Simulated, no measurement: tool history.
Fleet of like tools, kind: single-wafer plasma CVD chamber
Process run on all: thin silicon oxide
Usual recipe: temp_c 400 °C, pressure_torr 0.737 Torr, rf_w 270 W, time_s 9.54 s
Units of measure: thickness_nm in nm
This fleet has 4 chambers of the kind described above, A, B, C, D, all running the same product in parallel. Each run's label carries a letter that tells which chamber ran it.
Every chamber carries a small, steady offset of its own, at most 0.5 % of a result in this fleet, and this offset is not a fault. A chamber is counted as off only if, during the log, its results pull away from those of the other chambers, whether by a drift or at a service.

run   hour  temp_c  pressure_torr  rf_w  time_s  hours since the last thermocouple change  hours since the last RF generator calibration  hours since the last manometer calibration  read-back reference wafer on the same gauge, thickness_nm  thickness_nm
 1D   10.1     400          0.737   270    9.54                                     355.3                                          659.9                                       345.5                                                     18.097        15.336
 2B   24.6     400          0.737   270    9.54                                    1049.9                                          547.4                                       289.6                                                     18.107        15.515
 3C   32.6     400          0.737   270    9.54                                     887.3                                          938.1                                      1555.8                                                     18.099        15.416
 4A   43.8     400          0.737   270    9.54                                    1107.1                                         1932.3                                       842.8                                                     18.099        15.457
 5D   50.9     400          0.737   270    9.54                                     396.1                                          700.7                                       386.3                                                     18.091        15.442
 6B   60.7     400          0.737   225    9.54                                    1086.0                                          583.5                                       325.7                                                     18.093        14.308
 7A   71.8     400          0.737   225    9.54                                    1135.1                                         1960.3                                       870.8                                                     18.095        14.185
 8C   79.5     400          0.737   225    9.54                                     934.2                                          985.0                                      1602.7                                                     18.102        14.279
 9D   94.8     400          0.737   225    9.54                                     440.0                                          744.6                                       430.2                                                     18.091        14.284
10A  107.1     400          0.737   270    9.54                                    1170.4                                         1995.6                                       906.1                                                     18.106        15.491
11B  119.7     400          0.737   270    9.54                                    1145.0                                          642.5                                       384.7                                                     18.102        15.431
12C  131.7     400          0.737   270    9.54                                     986.4                                         1037.2                                      1654.9                                                     18.088        15.444
13B  141.7     400          0.737   270    9.54                                    1167.0                                          664.5                                       406.7                                                     18.095        15.463
14C  151.8     400          0.737   270    9.54                                    1006.5                                         1057.3                                      1675.0                                                     18.102        15.471
15A  160.8     400          0.737   270    9.54                                    1224.1                                         2049.3                                       959.8                                                     18.108        15.367
16D  173.8     400          0.737   270    9.54                                     519.0                                          823.6                                       509.2                                                     18.105        15.947
17B  188.2     400          0.737   300    8.42                                    1213.5                                          711.0                                       453.2                                                     18.112        14.271
18C  195.5     400          0.737   300    8.42                                    1050.2                                         1101.0                                      1718.7                                                     18.107        14.346
     207.6  -- chamber C: thermocouple changed; heater temperature recalibrated
19D  210.3     400          0.737   300    8.42                                     555.5                                          860.1                                       545.7                                                     18.097        14.760
20A  219.9     400          0.737   300    8.42                                    1283.2                                         2108.4                                      1018.9                                                     18.094        14.233
21B  230.6     400          0.737   270    9.54                                    1255.9                                          753.4                                       495.6                                                     18.093        15.513
22D  241.6     400          0.737   270    9.54                                     586.8                                          891.4                                       577.0                                                     18.097        15.973
23C  251.1     400          0.737   270    9.54                                      43.6                                         1156.6                                      1774.3                                                     18.109        15.527
24A  260.8     400          0.737   270    9.54                                    1324.1                                         2149.3                                      1059.8                                                     18.115        15.418

Predict what each chamber gives when all 4 of them run the settings below next.
25A  272.1     400          0.737   230    9.54                                                                                                                                                                                                             ?
25B  272.1     400          0.737   230    9.54                                                                                                                                                                                                             ?
25C  272.1     400          0.737   230    9.54                                                                                                                                                                                                             ?
25D  272.1     400          0.737   230    9.54                                                                                                                                                                                                             ?

run  thickness_nm
25A        14.421
25B        14.472
25C        14.420
25D        15.013
